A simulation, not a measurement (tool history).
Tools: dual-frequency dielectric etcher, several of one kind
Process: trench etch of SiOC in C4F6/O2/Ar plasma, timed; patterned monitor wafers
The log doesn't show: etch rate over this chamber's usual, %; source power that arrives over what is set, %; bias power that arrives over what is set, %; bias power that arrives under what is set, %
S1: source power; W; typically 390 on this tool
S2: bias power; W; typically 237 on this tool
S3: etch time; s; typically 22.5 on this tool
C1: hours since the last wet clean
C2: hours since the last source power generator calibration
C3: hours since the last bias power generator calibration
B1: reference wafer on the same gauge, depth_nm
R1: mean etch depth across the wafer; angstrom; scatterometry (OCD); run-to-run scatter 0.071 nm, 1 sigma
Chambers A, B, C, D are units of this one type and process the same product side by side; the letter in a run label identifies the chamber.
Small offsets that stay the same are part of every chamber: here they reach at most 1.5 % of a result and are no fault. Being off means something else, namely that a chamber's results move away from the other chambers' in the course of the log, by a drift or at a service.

run   hour   S1   S2    S3     C1      C2      C3      B1      R1
 1A    7.9  390  237  22.5    266  3020.3   231.9  42.903  498.96
 2D   16.5  390  237  22.5  352.7  2177.9  3228.2   42.93  509.23
 3C   22.9  390  237  22.5   92.7   288.3   826.4  42.909  501.99
 4B     32  390  237  22.5  276.9    1595   242.1  42.958  506.58
 5B     41  300  237  22.5  285.9    1604   251.1   42.94  458.47
 6C   47.3  300  237  22.5  117.1   312.7   850.8  42.944   453.8
 7D   53.8  300  237  22.5    390  2215.2  3265.5  42.954  460.63
      53.9  -- chamber D: wet clean of the chamber
 8A   60.9  300  237  22.5    319  3073.3   284.9  42.969  454.92
 9A   69.7  390  237  22.5  327.8  3082.1   293.7  42.972  501.11
10B   74.1  390  237  22.5    319  1637.1   284.2  42.962  507.99
11C   78.9  390  237  22.5  148.7   344.3   882.4  42.982  502.57
12D   87.5  390  237  22.5   33.7  2248.9  3299.2  42.995  510.35
13C   91.4  480  292  22.5  161.2   356.8   894.9  43.004  584.26
14A   97.7  480  292  22.5  355.8  3110.1   321.7  43.011  580.85
15D  106.1  480  292  22.5   52.3  2267.5  3317.8  43.034  593.52
16B  111.1  480  292  22.5    356  1674.1   321.2   43.02  589.37
17C  116.4  360  284  22.5  186.2   381.8   919.9  43.024  517.98
18A  124.7  360  284  22.5  382.8  3137.1   348.7  43.034  517.14
19B  132.6  360  284  22.5  377.5  1695.6   342.7  43.045  524.29
20D  141.3  360  284  22.5   87.5  2302.7    3353  43.047  527.72
21B  146.4  390  237  22.5  391.3  1709.4   356.5  43.055  510.04
22D  153.3  350  237    27   99.5  2314.7    3365  43.066  587.57
23C  160.3  350  237    27  230.1   425.7   963.8  43.088  578.19
     166.3  -- chamber A: wet clean of the chamber
24A  168.4  350  237    27    2.1  3180.8   392.4  43.082  580.44
25B  174.4  350  237    27  419.3  1737.4   384.5  43.103  586.07
     178.1  -- chamber B: wet clean of the chamber
26A  183.2  390  237  22.5   16.9  3195.6   407.2  43.106  502.75
27C  189.7  390  237  22.5  259.5   455.1   993.2  43.086  504.63
28D  196.5  390  237  22.5  142.7  2357.9  3408.2    43.1   511.1
29C  204.3  390  237  22.5  274.1   469.7  1007.8  43.104  504.76
30A  210.9  390  237  22.5   44.6  3223.3   434.9  43.125  501.85
31D  216.9  390  237  22.5  163.1  2378.3  3428.6  43.116  512.84
32B    224  390  237  22.5   45.9    1787   434.1  43.153  508.14

Predict what each chamber gives when all 4 of them run the settings below next.
33A  230.6  390  237  22.5                   ?
33B  230.6  390  237  22.5                   ?
33C  230.6  390  237  22.5                   ?
33D  230.6  390  237  22.5                   ?

run      R1
33A  502.27
33B  509.56
33C   505.1
33D  510.95
